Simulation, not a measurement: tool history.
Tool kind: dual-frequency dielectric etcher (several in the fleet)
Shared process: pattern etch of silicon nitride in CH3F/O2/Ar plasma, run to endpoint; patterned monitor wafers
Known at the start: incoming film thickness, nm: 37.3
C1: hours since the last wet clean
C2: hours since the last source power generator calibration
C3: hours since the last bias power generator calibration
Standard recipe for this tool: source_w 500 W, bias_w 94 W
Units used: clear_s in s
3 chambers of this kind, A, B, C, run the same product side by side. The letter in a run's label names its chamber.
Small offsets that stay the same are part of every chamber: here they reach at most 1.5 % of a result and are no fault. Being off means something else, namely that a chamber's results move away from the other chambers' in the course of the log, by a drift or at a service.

Run 1C, hour 12.3: usual settings; C1 270.1; C2 4345.3; C3 1519.8. Result: clear_s 44.393 s.
Run 2B, hour 26.5: usual settings; C1 305.4; C2 1408.9; C3 2766.7. Result: clear_s 45.014 s.
Run 3A, hour 33.4: usual settings; C1 355.3; C2 523.5; C3 3551.8. Result: clear_s 45.529 s.
Run 4B, hour 40.8: usual settings; C1 319.7; C2 1423.2; C3 2781.0. Result: clear_s 45.318 s.
Run 5C, hour 54.4: usual settings but source_w 460 W, bias_w 111 W; C1 312.2; C2 4387.4; C3 1561.9. Result: clear_s 43.349 s.
Run 6A, hour 61.6: usual settings but source_w 460 W, bias_w 111 W; C1 383.5; C2 551.7; C3 3580.0. Result: clear_s 43.992 s.
Run 7C, hour 71.6: usual settings but source_w 460 W, bias_w 111 W; C1 329.4; C2 4404.6; C3 1579.1. Result: clear_s 43.637 s.
Run 8B, hour 83.6: usual settings; C1 362.5; C2 1466.0; C3 2823.8. Result: clear_s 45.220 s.
Run 9A, hour 97.2: usual settings; C1 419.1; C2 587.3; C3 3615.6. Result: clear_s 45.460 s.
Run 10B, hour 108.9: usual settings; C1 387.8; C2 1491.3; C3 2849.1. Result: clear_s 45.233 s.
Run 11C, hour 116.1: usual settings; C1 373.9; C2 4449.1; C3 1623.6. Result: clear_s 45.779 s.
Run 12A, hour 125.6: usual settings but source_w 460 W; C1 447.5; C2 615.7; C3 3644.0. Result: clear_s 47.079 s.
Run 13C, hour 140.0: usual settings but source_w 460 W; C1 397.8; C2 4473.0; C3 1647.5. Result: clear_s 47.133 s.
Run 14B, hour 154.5: usual settings but source_w 460 W; C1 433.4; C2 1536.9; C3 2894.7. Result: clear_s 46.407 s.
At hour 156.3: chamber B: wet clean of the chamber.
Run 15A, hour 163.7: usual settings; C1 485.6; C2 653.8; C3 3682.1. Result: clear_s 45.804 s.
Run 16A, hour 170.6: usual settings; C1 492.5; C2 660.7; C3 3689.0. Result: clear_s 45.611 s.
Run 17B, hour 180.7: usual settings; C1 24.5; C2 1563.1; C3 2920.9. Result: clear_s 45.078 s.
Run 18C, hour 188.9: usual settings; C1 446.7; C2 4521.9; C3 1696.4. Result: clear_s 46.316 s.
Run 19C, hour 196.7: usual settings; C1 454.5; C2 4529.7; C3 1704.2. Result: clear_s 46.682 s.
Run 20A, hour 207.6: usual settings; C1 529.5; C2 697.7; C3 3726.0. Result: clear_s 45.506 s.

Next, all 3 chambers run the settings below, one line each with question marks for the results. What does each chamber give?
Run 21A, hour 218.2: usual settings. Result: clear_s ?.
Run 21B, hour 218.2: usual settings. Result: clear_s ?.
Run 21C, hour 218.2: usual settings. Result: clear_s ?.

run  clear_s
21A   45.141
21B   45.059
21C   46.578
